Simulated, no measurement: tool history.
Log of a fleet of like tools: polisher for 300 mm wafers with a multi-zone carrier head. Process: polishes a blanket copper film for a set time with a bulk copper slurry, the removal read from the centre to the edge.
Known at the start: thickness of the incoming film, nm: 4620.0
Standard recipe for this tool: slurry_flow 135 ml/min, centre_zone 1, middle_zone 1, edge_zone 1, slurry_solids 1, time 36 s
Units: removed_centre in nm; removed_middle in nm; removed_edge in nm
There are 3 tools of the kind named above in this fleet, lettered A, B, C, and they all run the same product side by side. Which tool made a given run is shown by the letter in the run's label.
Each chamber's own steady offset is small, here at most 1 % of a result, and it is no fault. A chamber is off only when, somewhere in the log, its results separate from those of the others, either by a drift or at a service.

Run 1B, day 0.529: usual settings. Result: removed_centre 355.68 nm, removed_middle 371.71 nm, removed_edge 352.78 nm.
Run 2A, day 1.033: usual settings. Result: removed_centre 357.5 nm, removed_middle 354.13 nm, removed_edge 347.8 nm.
Run 3C, day 1.5: usual settings. Result: removed_centre 353.28 nm, removed_middle 355.38 nm, removed_edge 358.91 nm.
At day 1.508: chamber C: slurry nozzle cleaned.
Run 4C, day 2.067: usual settings. Result: removed_centre 359.03 nm, removed_middle 349.73 nm, removed_edge 370.83 nm.
Run 5A, day 2.621: usual settings. Result: removed_centre 352.84 nm, removed_middle 359.77 nm, removed_edge 355.35 nm.
At day 2.692: chamber A: worn pad replaced by a new one.
Run 6B, day 3.062: usual settings. Result: removed_centre 351.95 nm, removed_middle 358.15 nm, removed_edge 359.5 nm.
At day 3.358: chamber B: slurry nozzle cleaned.
Run 7A, day 3.554: usual settings but slurry_flow 105 ml/min, centre_zone 1.1. Result: removed_centre 372.73 nm, removed_middle 336.31 nm, removed_edge 332.24 nm.
Run 8B, day 3.921: usual settings but slurry_flow 105 ml/min, centre_zone 1.1. Result: removed_centre 371.35 nm, removed_middle 333.73 nm, removed_edge 341.35 nm.
Run 9C, day 4.362: usual settings but slurry_flow 105 ml/min, centre_zone 1.1. Result: removed_centre 369.81 nm, removed_middle 324.25 nm, removed_edge 338.99 nm.
At day 4.783: chamber B: worn pad replaced by a new one.
Run 10B, day 4.812: usual settings. Result: removed_centre 355.79 nm, removed_middle 358.81 nm, removed_edge 358.12 nm.
At day 5.029: chamber A: edge zone pressure recalibrated.
Run 11C, day 5.325: usual settings. Result: removed_centre 352.11 nm, removed_middle 360.05 nm, removed_edge 357.93 nm.
Run 12A, day 5.742: usual settings. Result: removed_centre 359.73 nm, removed_middle 355.1 nm, removed_edge 357.37 nm.
At day 5.833: chamber A: slurry nozzle cleaned.
Run 13A, day 6.138: usual settings. Result: removed_centre 354.3 nm, removed_middle 349.8 nm, removed_edge 348.61 nm.
Run 14C, day 6.592: usual settings. Result: removed_centre 357.05 nm, removed_middle 354.05 nm, removed_edge 355.4 nm.
At day 6.825: chamber C: worn pad replaced by a new one.
At day 7.05: chamber B: edge zone pressure recalibrated.
Run 15B, day 7.208: usual settings. Result: removed_centre 364.68 nm, removed_middle 366.8 nm, removed_edge 355.26 nm.
At day 7.708: chamber B: centre zone pressure recalibrated.
Run 16C, day 7.754: usual settings. Result: removed_centre 355.37 nm, removed_middle 344.62 nm, removed_edge 364.55 nm.
Run 17B, day 8.046: usual settings. Result: removed_centre 380.39 nm, removed_middle 363.17 nm, removed_edge 360.56 nm.
Run 18A, day 8.646: usual settings. Result: removed_centre 353.26 nm, removed_middle 345.54 nm, removed_edge 345.38 nm.
Run 19C, day 9.017: usual settings. Result: removed_centre 361.75 nm, removed_middle 350.51 nm, removed_edge 365.09 nm.
At day 9.271: chamber A: worn pad replaced by a new one.
At day 9.529: chamber A: centre zone pressure recalibrated.
Run 20B, day 9.558: usual settings. Result: removed_centre 387.92 nm, removed_middle 364.24 nm, removed_edge 347.22 nm.
Run 21A, day 9.979: usual settings but centre_zone 0.91, slurry_solids 1.2. Result: removed_centre 332.25 nm, removed_middle 370.65 nm, removed_edge 365.13 nm.
Run 22A, day 10.333: usual settings but centre_zone 0.91, slurry_solids 1.2. Result: removed_centre 338.9 nm, removed_middle 370.51 nm, removed_edge 369.74 nm.
Run 23B, day 10.779: usual settings but centre_zone 0.91, slurry_solids 1.2. Result: removed_centre 364.86 nm, removed_middle 372.17 nm, removed_edge 363.2 nm.
Run 24C, day 11.175: usual settings. Result: removed_centre 351.14 nm, removed_middle 347.64 nm, removed_edge 357.7 nm.
Run 25A, day 11.775: usual settings. Result: removed_centre 363.27 nm, removed_middle 362.46 nm, removed_edge 347.38 nm.
Run 26C, day 12.421: usual settings. Result: removed_centre 355.13 nm, removed_middle 356.05 nm, removed_edge 364.31 nm.
Run 27B, day 12.792: usual settings but slurry_solids 1.25. Result: removed_centre 401.96 nm, removed_middle 375.63 nm, removed_edge 376.58 nm.

Next, all 3 chambers run the settings below, one line each with question marks for the results. What does each chamber give?
Run 28A, day 13.267: usual settings but middle_zone 1.04. Result: removed_centre ?, removed_middle ?, removed_edge ?.
Run 28B, day 13.267: usual settings but middle_zone 1.04. Result: removed_centre ?, removed_middle ?, removed_edge ?.
Run 28C, day 13.267: usual settings but middle_zone 1.04. Result: removed_centre ?, removed_middle ?, removed_edge ?.

run  removed_centre  removed_middle  removed_edge
28A          359.43          377.91        350.42
28B          384.43          377.87        351.44
28C          353.42          366.53        356.36
